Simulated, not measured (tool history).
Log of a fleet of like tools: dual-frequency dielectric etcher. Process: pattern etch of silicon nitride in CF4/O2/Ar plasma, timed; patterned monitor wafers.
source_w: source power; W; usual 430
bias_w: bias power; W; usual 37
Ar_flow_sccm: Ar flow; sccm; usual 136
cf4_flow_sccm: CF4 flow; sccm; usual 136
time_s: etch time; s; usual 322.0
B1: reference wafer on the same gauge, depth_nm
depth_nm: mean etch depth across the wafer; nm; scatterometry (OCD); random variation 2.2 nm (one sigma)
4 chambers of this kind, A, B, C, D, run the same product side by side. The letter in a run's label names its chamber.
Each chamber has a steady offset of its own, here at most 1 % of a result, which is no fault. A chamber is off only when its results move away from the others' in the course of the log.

{"run": "1A", "day": 0.217, "source_w": 430, "bias_w": 37, "Ar_flow_sccm": 136, "cf4_flow_sccm": 136, "time_s": 322.0, "B1": 570.83, "depth_nm": 481.83}
{"run": "2B", "day": 0.329, "source_w": 430, "bias_w": 37, "Ar_flow_sccm": 136, "cf4_flow_sccm": 136, "time_s": 322.0, "B1": 570.55, "depth_nm": 474.33}
{"run": "3D", "day": 0.438, "source_w": 430, "bias_w": 37, "Ar_flow_sccm": 136, "cf4_flow_sccm": 136, "time_s": 322.0, "B1": 571.12, "depth_nm": 478.92}
{"run": "4C", "day": 0.558, "source_w": 430, "bias_w": 37, "Ar_flow_sccm": 136, "cf4_flow_sccm": 136, "time_s": 322.0, "B1": 571.3, "depth_nm": 478.65}
{"run": "5D", "day": 0.688, "source_w": 430, "bias_w": 37, "Ar_flow_sccm": 136, "cf4_flow_sccm": 136, "time_s": 322.0, "B1": 571.02, "depth_nm": 477.87}
{"day": 0.696, "done": "chamber A: bias power generator calibrated"}
{"run": "6A", "day": 0.9, "source_w": 430, "bias_w": 45, "Ar_flow_sccm": 136, "cf4_flow_sccm": 125, "time_s": 322.0, "B1": 570.86, "depth_nm": 512.2}
{"run": "7C", "day": 1.062, "source_w": 430, "bias_w": 45, "Ar_flow_sccm": 136, "cf4_flow_sccm": 125, "time_s": 322.0, "B1": 570.97, "depth_nm": 505.21}
{"run": "8B", "day": 1.183, "source_w": 430, "bias_w": 45, "Ar_flow_sccm": 136, "cf4_flow_sccm": 125, "time_s": 322.0, "B1": 570.43, "depth_nm": 502.51}
{"run": "9B", "day": 1.354, "source_w": 430, "bias_w": 45, "Ar_flow_sccm": 136, "cf4_flow_sccm": 125, "time_s": 322.0, "B1": 571.47, "depth_nm": 507.01}
{"run": "10D", "day": 1.492, "source_w": 430, "bias_w": 37, "Ar_flow_sccm": 136, "cf4_flow_sccm": 136, "time_s": 322.0, "B1": 570.12, "depth_nm": 479.52}
{"run": "11C", "day": 1.717, "source_w": 430, "bias_w": 37, "Ar_flow_sccm": 136, "cf4_flow_sccm": 136, "time_s": 322.0, "B1": 571.23, "depth_nm": 474.51}
{"run": "12A", "day": 1.933, "source_w": 430, "bias_w": 37, "Ar_flow_sccm": 136, "cf4_flow_sccm": 136, "time_s": 322.0, "B1": 571.67, "depth_nm": 479.06}
{"run": "13C", "day": 2.112, "source_w": 430, "bias_w": 37, "Ar_flow_sccm": 136, "cf4_flow_sccm": 136, "time_s": 322.0, "B1": 571.45, "depth_nm": 476.06}
{"run": "14D", "day": 2.267, "source_w": 430, "bias_w": 37, "Ar_flow_sccm": 136, "cf4_flow_sccm": 136, "time_s": 322.0, "B1": 570.5, "depth_nm": 481.91}
{"run": "15A", "day": 2.471, "source_w": 430, "bias_w": 30, "Ar_flow_sccm": 165, "cf4_flow_sccm": 136, "time_s": 322.0, "B1": 571.29, "depth_nm": 434.29}
{"day": 2.521, "done": "chamber B: source power generator calibrated"}
{"run": "16B", "day": 2.683, "source_w": 430, "bias_w": 30, "Ar_flow_sccm": 165, "cf4_flow_sccm": 136, "time_s": 322.0, "B1": 570.98, "depth_nm": 446.8}
{"run": "17C", "day": 2.862, "source_w": 430, "bias_w": 30, "Ar_flow_sccm": 165, "cf4_flow_sccm": 136, "time_s": 322.0, "B1": 571.0, "depth_nm": 430.67}
{"day": 2.942, "done": "chamber A: wet clean of the chamber"}
{"run": "18B", "day": 2.992, "source_w": 430, "bias_w": 30, "Ar_flow_sccm": 165, "cf4_flow_sccm": 136, "time_s": 322.0, "B1": 571.07, "depth_nm": 446.36}
{"run": "19D", "day": 3.188, "source_w": 430, "bias_w": 34, "Ar_flow_sccm": 136, "cf4_flow_sccm": 136, "time_s": 399.5, "B1": 570.88, "depth_nm": 579.59}
{"run": "20A", "day": 3.371, "source_w": 430, "bias_w": 34, "Ar_flow_sccm": 136, "cf4_flow_sccm": 136, "time_s": 399.5, "B1": 570.41, "depth_nm": 581.85}
{"run": "21B", "day": 3.588, "source_w": 430, "bias_w": 34, "Ar_flow_sccm": 136, "cf4_flow_sccm": 136, "time_s": 399.5, "B1": 570.85, "depth_nm": 593.07}
{"run": "22C", "day": 3.721, "source_w": 430, "bias_w": 34, "Ar_flow_sccm": 136, "cf4_flow_sccm": 136, "time_s": 399.5, "B1": 571.23, "depth_nm": 571.58}
{"run": "23D", "day": 3.879, "source_w": 430, "bias_w": 37, "Ar_flow_sccm": 136, "cf4_flow_sccm": 136, "time_s": 322.0, "B1": 570.92, "depth_nm": 480.92}
{"day": 3.988, "done": "chamber B: bias power generator calibrated"}
{"run": "24A", "day": 4.067, "source_w": 430, "bias_w": 37, "Ar_flow_sccm": 136, "cf4_flow_sccm": 136, "time_s": 322.0, "B1": 571.06, "depth_nm": 478.37}
{"run": "25A", "day": 4.196, "source_w": 430, "bias_w": 37, "Ar_flow_sccm": 136, "cf4_flow_sccm": 136, "time_s": 322.0, "B1": 570.69, "depth_nm": 481.85}
{"run": "26D", "day": 4.346, "source_w": 430, "bias_w": 37, "Ar_flow_sccm": 136, "cf4_flow_sccm": 136, "time_s": 322.0, "B1": 571.65, "depth_nm": 482.19}
{"run": "27C", "day": 4.567, "source_w": 430, "bias_w": 37, "Ar_flow_sccm": 136, "cf4_flow_sccm": 136, "time_s": 322.0, "B1": 570.69, "depth_nm": 478.36}
{"run": "28B", "day": 4.692, "source_w": 430, "bias_w": 37, "Ar_flow_sccm": 136, "cf4_flow_sccm": 136, "time_s": 322.0, "B1": 571.03, "depth_nm": 495.69}
{"run": "29D", "day": 4.9, "source_w": 430, "bias_w": 37, "Ar_flow_sccm": 136, "cf4_flow_sccm": 136, "time_s": 322.0, "B1": 571.31, "depth_nm": 476.08}

Next, every chamber runs the same settings. What will each give?
{"run": "30A", "day": 5.067, "source_w": 430, "bias_w": 37, "Ar_flow_sccm": 136, "cf4_flow_sccm": 136, "time_s": 322.0, "depth_nm": "?"}
{"run": "30B", "day": 5.067, "source_w": 430, "bias_w": 37, "Ar_flow_sccm": 136, "cf4_flow_sccm": 136, "time_s": 322.0, "depth_nm": "?"}
{"run": "30C", "day": 5.067, "source_w": 430, "bias_w": 37, "Ar_flow_sccm": 136, "cf4_flow_sccm": 136, "time_s": 322.0, "depth_nm": "?"}
{"run": "30D", "day": 5.067, "source_w": 430, "bias_w": 37, "Ar_flow_sccm": 136, "cf4_flow_sccm": 136, "time_s": 322.0, "depth_nm": "?"}

run=30A depth_nm=482.04
run=30B depth_nm=492.91
run=30C depth_nm=476.28
run=30D depth_nm=483.11
